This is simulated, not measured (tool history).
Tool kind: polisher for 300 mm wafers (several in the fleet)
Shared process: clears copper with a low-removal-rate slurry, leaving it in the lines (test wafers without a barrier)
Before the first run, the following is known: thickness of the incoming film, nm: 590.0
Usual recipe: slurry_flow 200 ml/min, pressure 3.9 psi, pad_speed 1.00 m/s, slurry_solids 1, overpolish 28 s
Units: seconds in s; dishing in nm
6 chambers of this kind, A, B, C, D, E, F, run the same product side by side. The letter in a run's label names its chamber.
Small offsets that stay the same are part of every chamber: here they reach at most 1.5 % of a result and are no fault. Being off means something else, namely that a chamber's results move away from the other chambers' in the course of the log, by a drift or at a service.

run   hour  slurry_flow  pressure  pad_speed  slurry_solids  overpolish  seconds  dishing
 1E    4.7          200       3.9       1.00              1          28   139.36   76.739
 2C    7.4          200       3.9       1.00              1          28   136.65   79.250
 3B   12.6          200       3.9       1.00              1          28   139.19   75.447
 4D   16.9          200       3.9       1.00              1          28   138.05   77.363
 5F   22.9          200       5.1       0.74              1          28   142.08   76.854
 6A   27.8          200       5.1       0.74              1          28   138.87   74.591
      30.2  -- chamber A: worn pad replaced by a new one
      32.1  -- chamber C: worn pad replaced by a new one
 7F   32.5          200       5.1       0.74              1          28   141.42   77.928
 8A   38.3          200       5.1       0.74              1          28   139.02   74.755
 9D   43.9          200       5.1       0.74              1          28   144.14   75.234
10B   48.3          200       5.1       0.74              1          28   145.08   75.853
11C   54.0          200       3.9       1.00              1          28   137.88   78.406
12E   60.2          200       3.9       1.00              1          28   141.25   74.427
      62.4  -- chamber F: slurry blender recalibrated
13F   65.3          200       3.9       1.00              1          28   138.51   76.674
14B   71.6          200       3.9       1.00              1          28   141.22   71.452
      73.7  -- chamber F: worn pad replaced by a new one
      74.8  -- chamber D: worn pad replaced by a new one
15D   77.9          200       3.9       1.00              1          28   138.13   74.306
16E   80.9          200       3.9       1.00              1          28   139.81   73.618
      84.7  -- chamber C: slurry blender recalibrated
17C   86.6          200       3.9       1.00              1          28   135.63   76.508
18A   89.7          200       3.9       1.00              1          28   139.63   79.456
19E   92.7          200       3.9       1.00              1          28   139.31   75.758
20F   95.6          200       3.9       1.00              1          28   138.11   77.929
21A   99.2          200       3.9       1.00              1          28   137.77   77.153
22C  102.2          270       3.9       1.22              1          28   108.83   93.224
23D  108.5          270       3.9       1.22              1          28   110.66   91.153
24B  114.6          270       3.9       1.22              1          28   115.95   90.004
     116.8  -- chamber D: head pressure recalibrated
25E  119.9          270       3.9       1.22              1          28   111.97   90.763
     121.4  -- chamber B: head pressure recalibrated
26B  126.1          270       3.9       1.22              1          28   116.14   88.254
27A  129.9          270       3.9       1.22              1          28   107.93   92.215
28D  133.4          200       3.9       1.00              1          28   136.79   75.812
29F  136.7          200       3.9       1.00              1          28   137.13   75.584
     139.7  -- chamber D: slurry blender recalibrated
30C  142.6          200       3.9       1.00              1          28   136.15   76.961
31C  147.5          200       3.9       1.00              1          28   135.95   75.847
32D  152.0          200       3.9       1.00              1          28   138.96   74.956
     153.5  -- chamber E: worn pad replaced by a new one
     154.1  -- chamber D: worn pad replaced by a new one
33A  157.2          200       3.9       1.00              1          28   137.16   79.732
34F  161.0          200       3.9       1.00              1          28   138.55   76.095
     162.7  -- chamber B: slurry blender recalibrated
35E  164.0          200       3.9       1.00              1          28   141.65   74.388
36B  169.9          200       3.9       1.00              1          28   148.95   69.727
37E  172.9          200       3.9       1.00              1          28   138.97   76.060
38D  176.5          200       3.9       1.00              1          28   137.61   77.582
39B  180.2          200       3.9       1.00              1          28   150.84   74.119

For the next run the whole fleet of 6 chambers uses the same settings. Give each chamber's results:
40A  184.7          200       4.7       1.00              1          28        ?        ?
40B  184.7          200       4.7       1.00              1          28        ?        ?
40C  184.7          200       4.7       1.00              1          28        ?        ?
40D  184.7          200       4.7       1.00              1          28        ?        ?
40E  184.7          200       4.7       1.00              1          28        ?        ?
40F  184.7          200       4.7       1.00              1          28        ?        ?

run  seconds  dishing
40A   113.15   93.150
40B   126.25   84.004
40C   113.00   87.318
40D   116.23   88.591
40E   117.49   88.174
40F   114.80   92.738
